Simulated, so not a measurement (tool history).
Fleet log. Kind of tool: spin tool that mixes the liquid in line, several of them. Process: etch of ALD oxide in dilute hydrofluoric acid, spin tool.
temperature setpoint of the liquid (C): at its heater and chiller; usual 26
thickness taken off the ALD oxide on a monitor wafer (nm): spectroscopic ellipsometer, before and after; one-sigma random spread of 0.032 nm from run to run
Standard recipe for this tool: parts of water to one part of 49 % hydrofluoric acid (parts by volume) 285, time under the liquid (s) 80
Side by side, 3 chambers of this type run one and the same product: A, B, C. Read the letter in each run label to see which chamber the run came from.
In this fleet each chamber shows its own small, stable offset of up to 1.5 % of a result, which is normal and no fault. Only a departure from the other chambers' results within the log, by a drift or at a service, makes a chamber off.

run   hour  temperature setpoint of the liquid (C)  parts of water to one part of 49 % hydrofluoric acid (parts by volume)  time under the liquid (s)  hours since the thermometer was replaced  hours since the hydrofluoric acid flow meter was replaced  read-back film thickness of the ALD oxide reference wafer, read on the same gauge (nm)  thickness taken off the ALD oxide on a monitor wafer (nm)
 1C    6.1                                      26                                                                     285                         80                                    1664.0                                                      744.7                                                                                  50.013                                                     4.0014
 2A   15.9                                      26                                                                     285                         80                                     636.2                                                      118.5                                                                                  49.956                                                     3.9279
 3B   25.1                                      26                                                                     285                         80                                     429.3                                                      190.0                                                                                  49.987                                                     3.9398
 4A   30.1                                      26                                                                     285                         80                                     650.4                                                      132.7                                                                                  49.995                                                     3.9743
 5C   35.8                                      26                                                                     285                         80                                    1693.7                                                      774.4                                                                                  49.969                                                     4.0193
 6B   41.8                                      26                                                                     285                         80                                     446.0                                                      206.7                                                                                  49.993                                                     3.8926
 7B   46.6                                      26                                                                     285                         80                                     450.8                                                      211.5                                                                                  49.994                                                     3.9076
 8A   54.7                                      26                                                                     285                         80                                     675.0                                                      157.3                                                                                  50.008                                                     3.9420
 9C   60.6                                      26                                                                     285                         80                                    1718.5                                                      799.2                                                                                  50.001                                                     3.9765
10C   67.7                                      26                                                                     285                         80                                    1725.6                                                      806.3                                                                                  49.985                                                     3.9925
11B   77.2                                      24                                                                     285                         80                                     481.4                                                      242.1                                                                                  49.952                                                     3.6768
12A   84.7                                      24                                                                     285                         80                                     705.0                                                      187.3                                                                                  50.014                                                     3.7025
13C   94.9                                      24                                                                     285                         80                                    1752.8                                                      833.5                                                                                  50.007                                                     3.6981
      96.7  -- chamber C: hydrofluoric acid flow meter replaced
14B  104.4                                      26                                                                     285                         80                                     508.6                                                      269.3                                                                                  49.979                                                     4.0260
15A  114.2                                      26                                                                     285                         80                                     734.5                                                      216.8                                                                                  50.024                                                     3.9946
16C  124.1                                      26                                                                     285                         80                                    1782.0                                                       27.4                                                                                  49.999                                                     4.0157
17A  132.0                                      26                                                                     380                         80                                     752.3                                                      234.6                                                                                  49.990                                                     2.6880
18B  137.4                                      26                                                                     380                         80                                     541.6                                                      302.3                                                                                  50.009                                                     2.7920
19A  144.1                                      26                                                                     380                         80                                     764.4                                                      246.7                                                                                  49.990                                                     2.7016
20B  148.9                                      26                                                                     285                         80                                     553.1                                                      313.8                                                                                  50.024                                                     4.0900
21C  155.7                                      26                                                                     285                         80                                    1813.6                                                       59.0                                                                                  49.984                                                     3.9344
22A  161.4                                      26                                                                     285                         80                                     781.7                                                      264.0                                                                                  49.976                                                     3.9850
23C  171.6                                      26                                                                     285                         80                                    1829.5                                                       74.9                                                                                  49.995                                                     3.9416
24B  176.7                                      26                                                                     285                         80                                     580.9                                                      341.6                                                                                  49.986                                                     4.1395

For the next run the whole fleet of 3 chambers uses the same settings. Give each chamber's results:
25A  184.4                                      26                                                                     285                         80                                                                                                                                                                                                                                                       ?
25B  184.4                                      26                                                                     285                         80                                                                                                                                                                                                                                                       ?
25C  184.4                                      26                                                                     285                         80                                                                                                                                                                                                                                                       ?

run  thickness taken off the ALD oxide on a monitor wafer (nm)
25A                                                     3.9674
25B                                                     4.1694
25C                                                     3.9532

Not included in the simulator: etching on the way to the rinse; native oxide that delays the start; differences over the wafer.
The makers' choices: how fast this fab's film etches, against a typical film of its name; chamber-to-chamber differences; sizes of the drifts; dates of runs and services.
